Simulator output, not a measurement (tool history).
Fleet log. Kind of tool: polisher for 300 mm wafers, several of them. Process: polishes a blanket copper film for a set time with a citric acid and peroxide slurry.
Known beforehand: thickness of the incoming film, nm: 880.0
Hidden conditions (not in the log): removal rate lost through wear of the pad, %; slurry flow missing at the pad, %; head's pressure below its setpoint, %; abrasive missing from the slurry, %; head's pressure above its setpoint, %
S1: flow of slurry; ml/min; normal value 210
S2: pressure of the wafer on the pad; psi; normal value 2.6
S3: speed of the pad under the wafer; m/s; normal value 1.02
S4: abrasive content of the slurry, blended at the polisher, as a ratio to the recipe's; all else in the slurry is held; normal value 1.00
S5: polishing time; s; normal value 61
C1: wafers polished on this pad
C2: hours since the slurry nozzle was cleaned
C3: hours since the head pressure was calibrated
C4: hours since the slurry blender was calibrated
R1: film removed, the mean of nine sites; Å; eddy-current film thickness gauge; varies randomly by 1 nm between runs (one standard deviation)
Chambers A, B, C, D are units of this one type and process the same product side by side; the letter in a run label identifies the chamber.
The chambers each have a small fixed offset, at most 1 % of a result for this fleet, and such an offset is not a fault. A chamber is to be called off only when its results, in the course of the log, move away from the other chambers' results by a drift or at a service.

Run 1C, hour 9.6: usual settings; C1 891; C2 608.5; C3 73.1; C4 122.1. Result: R1 1269.40 Å.
At hour 10.2: chamber A: worn pad replaced by a new one.
At hour 10.6: chamber C: slurry nozzle cleaned.
At hour 13.6: chamber A: head pressure recalibrated.
At hour 14.0: chamber C: worn pad replaced by a new one.
Run 2B, hour 21.0: usual settings; C1 793; C2 40.8; C3 737.4; C4 158.6. Result: R1 1273.50 Å.
At hour 30.4: chamber D: worn pad replaced by a new one.
Run 3D, hour 34.6: usual settings; C1 38; C2 120.8; C3 635.6; C4 294.0. Result: R1 1280.20 Å.
At hour 37.2: chamber B: worn pad replaced by a new one.
At hour 40.5: chamber C: slurry blender recalibrated.
Run 4A, hour 44.6: usual settings; C1 316; C2 103.1; C3 31.1; C4 101.4. Result: R1 1284.20 Å.
At hour 57.7: chamber B: head pressure recalibrated.
Run 5C, hour 58.4: usual settings but S2 3.4 psi; C1 408; C2 47.8; C3 121.9; C4 17.9. Result: R1 1621.20 Å.
Run 6D, hour 69.1: usual settings but S2 3.4 psi; C1 355; C2 155.3; C3 670.1; C4 328.5. Result: R1 1646.50 Å.
At hour 77.6: chamber D: slurry blender recalibrated.
Run 7A, hour 84.1: usual settings but S2 3.4 psi; C1 679; C2 142.6; C3 70.6; C4 140.9. Result: R1 1665.90 Å.
Run 8B, hour 93.8: usual settings but S2 3.4 psi; C1 520; C2 113.6; C3 36.1; C4 231.4. Result: R1 1680.10 Å.
Run 9C, hour 101.5: usual settings; C1 804; C2 90.9; C3 165.0; C4 61.0. Result: R1 1265.20 Å.
At hour 105.1: chamber C: worn pad replaced by a new one.
Run 10B, hour 110.6: usual settings; C1 674; C2 130.4; C3 52.9; C4 248.2. Result: R1 1273.00 Å.
At hour 115.6: chamber A: worn pad replaced by a new one.
Run 11D, hour 119.4: usual settings; C1 818; C2 205.6; C3 720.4; C4 41.8. Result: R1 1280.60 Å.
At hour 126.1: chamber B: worn pad replaced by a new one.
Run 12A, hour 131.2: usual settings; C1 144; C2 189.7; C3 117.7; C4 188.0. Result: R1 1286.50 Å.
Run 13B, hour 145.0: usual settings but S3 1.34 m/s, S5 76 s; C1 173; C2 164.8; C3 87.3; C4 282.6. Result: R1 2108.00 Å.
Run 14A, hour 152.6: usual settings but S3 1.34 m/s, S5 76 s; C1 340; C2 211.1; C3 139.1; C4 209.4. Result: R1 2098.80 Å.
At hour 155.0: chamber D: worn pad replaced by a new one.
Run 15C, hour 161.3: usual settings but S3 1.34 m/s, S5 76 s; C1 516; C2 150.7; C3 224.8; C4 120.8. Result: R1 2008.80 Å.
Run 16D, hour 175.0: usual settings but S3 1.34 m/s, S5 76 s; C1 184; C2 261.2; C3 776.0; C4 97.4. Result: R1 2048.30 Å.
At hour 187.5: chamber C: worn pad replaced by a new one.
Run 17A, hour 189.3: usual settings; C1 678; C2 247.8; C3 175.8; C4 246.1. Result: R1 1269.40 Å.
At hour 196.7: chamber C: slurry blender recalibrated.
Run 18C, hour 199.5: usual settings; C1 111; C2 188.9; C3 263.0; C4 2.9. Result: R1 1237.40 Å.
Run 19B, hour 209.6: usual settings; C1 767; C2 229.4; C3 151.9; C4 347.2. Result: R1 1281.40 Å.
At hour 212.7: chamber A: worn pad replaced by a new one.
At hour 213.3: chamber B: worn pad replaced by a new one.
Run 20D, hour 221.2: usual settings; C1 608; C2 307.4; C3 822.2; C4 143.6. Result: R1 1259.00 Å.
Run 21D, hour 231.1: usual settings; C1 699; C2 317.3; C3 832.1; C4 153.5. Result: R1 1268.70 Å.
Run 22C, hour 245.8: usual settings but S1 240 ml/min, S3 0.70 m/s; C1 536; C2 235.2; C3 309.3; C4 49.2. Result: R1 854.12 Å.
At hour 249.8: chamber A: slurry nozzle cleaned.
Run 23A, hour 254.8: usual settings but S1 240 ml/min, S3 0.70 m/s; C1 387; C2 5.0; C3 241.3; C4 311.6. Result: R1 900.70 Å.
At hour 262.4: chamber D: worn pad replaced by a new one.
Run 24B, hour 263.9: usual settings but S1 240 ml/min, S3 0.70 m/s; C1 465; C2 283.7; C3 206.2; C4 401.5. Result: R1 900.89 Å.
Run 25B, hour 273.2: usual settings but S1 240 ml/min, S3 0.70 m/s; C1 551; C2 293.0; C3 215.5; C4 410.8. Result: R1 887.14 Å.
Run 26D, hour 286.4: usual settings; C1 221; C2 372.6; C3 887.4; C4 208.8. Result: R1 1276.40 Å.
At hour 287.0: chamber B: slurry blender recalibrated.
At hour 295.3: chamber C: worn pad replaced by a new one.
At hour 297.9: chamber B: worn pad replaced by a new one.
Run 27C, hour 299.7: usual settings but S2 2.0 psi, S3 0.80 m/s; C1 40; C2 289.1; C3 363.2; C4 103.1. Result: R1 736.88 Å.
At hour 310.4: chamber A: worn pad replaced by a new one.
Run 28A, hour 313.4: usual settings but S2 2.0 psi, S3 0.80 m/s; C1 27; C2 63.6; C3 299.9; C4 370.2. Result: R1 769.91 Å.
Run 29C, hour 328.6: usual settings but S2 2.0 psi, S3 0.80 m/s; C1 306; C2 318.0; C3 392.1; C4 132.0. Result: R1 733.44 Å.
Run 30B, hour 342.7: usual settings but S2 2.0 psi, S3 0.80 m/s; C1 411; C2 362.5; C3 285.0; C4 55.7. Result: R1 771.34 Å.
At hour 355.8: chamber A: slurry blender recalibrated.
Run 31D, hour 357.7: usual settings; C1 876; C2 443.9; C3 958.7; C4 280.1. Result: R1 1279.90 Å.
At hour 364.4: chamber C: slurry blender recalibrated.
Run 32A, hour 368.5: usual settings; C1 533; C2 118.7; C3 355.0; C4 12.7. Result: R1 1254.70 Å.
At hour 372.4: chamber D: worn pad replaced by a new one.
Run 33A, hour 380.8: usual settings; C1 646; C2 131.0; C3 367.3; C4 25.0. Result: R1 1272.80 Å.
At hour 381.0: chamber B: worn pad replaced by a new one.
Run 34B, hour 391.6: usual settings; C1 97; C2 411.4; C3 333.9; C4 104.6. Result: R1 1274.50 Å.
At hour 400.1: chamber C: worn pad replaced by a new one.
At hour 404.2: chamber D: slurry nozzle cleaned.
Run 35C, hour 404.8: usual settings; C1 43; C2 394.2; C3 468.3; C4 40.5. Result: R1 1178.90 Å.
At hour 407.6: chamber A: worn pad replaced by a new one.
At hour 409.0: chamber D: slurry blender recalibrated.
Run 36D, hour 414.3: usual settings; C1 385; C2 10.2; C3 1015.3; C4 5.4. Result: R1 1287.20 Å.
Run 37B, hour 427.2: usual settings; C1 424; C2 447.0; C3 369.5; C4 140.2. Result: R1 1282.10 Å.
Run 38C, hour 434.7: usual settings; C1 318; C2 424.1; C3 498.2; C4 70.4. Result: R1 1164.90 Å.
Run 39D, hour 443.9: usual settings but S4 0.85; C1 657; C2 39.8; C3 1044.9; C4 35.0. Result: R1 1231.60 Å.
Run 40A, hour 452.5: usual settings but S4 0.85; C1 412; C2 202.7; C3 439.0; C4 96.7. Result: R1 1226.10 Å.
Run 41B, hour 460.6: usual settings but S4 0.85; C1 731; C2 480.4; C3 402.9; C4 173.6. Result: R1 1207.40 Å.
Run 42D, hour 474.3: usual settings but S4 0.85; C1 937; C2 70.2; C3 1075.3; C4 65.4. Result: R1 1218.60 Å.

Which is it: a chamber that has drifted or been left off by a service, a gauge drift common to all chambers, or only each chamber's usual small offset? If a chamber is off, name it and its likeliest cause.

Little by little, chamber C moves away from the other chambers.
Most likely cause: head's pressure below its setpoint, % = 9.73.
Not necessarily distinguishable in this log from: slurry flow missing at the pad, %.

Here are 4 candidates for chamber C's next run, each the usual settings with a change, their results left as question marks. Which one brings its results back in line with what the others give on the usual settings?
Counts as in line when no further than this from what the other chambers average on the usual settings: R1 36.00 Å
Run 43C-1, hour 485.2: usual settings but S3 1.08 m/s, S5 64 s. Result: R1 ?.
Run 43C-2, hour 485.2: usual settings but S1 205 ml/min, S2 2.4 psi, S3 0.92 m/s. Result: R1 ?.
Run 43C-3, hour 485.2: usual settings but S2 2.5 psi, S3 0.98 m/s, S5 59 s. Result: R1 ?.
Run 43C-4, hour 485.2: usual settings but S3 1.12 m/s, S5 67 s. Result: R1 ?.

What the other chambers average on the usual settings: R1 1272.90 Å
  run       R1
43C-1  1274.90
43C-2   961.66
43C-3  1030.70
43C-4  1382.50
With 43C-1, the chamber falls back in line with the rest.

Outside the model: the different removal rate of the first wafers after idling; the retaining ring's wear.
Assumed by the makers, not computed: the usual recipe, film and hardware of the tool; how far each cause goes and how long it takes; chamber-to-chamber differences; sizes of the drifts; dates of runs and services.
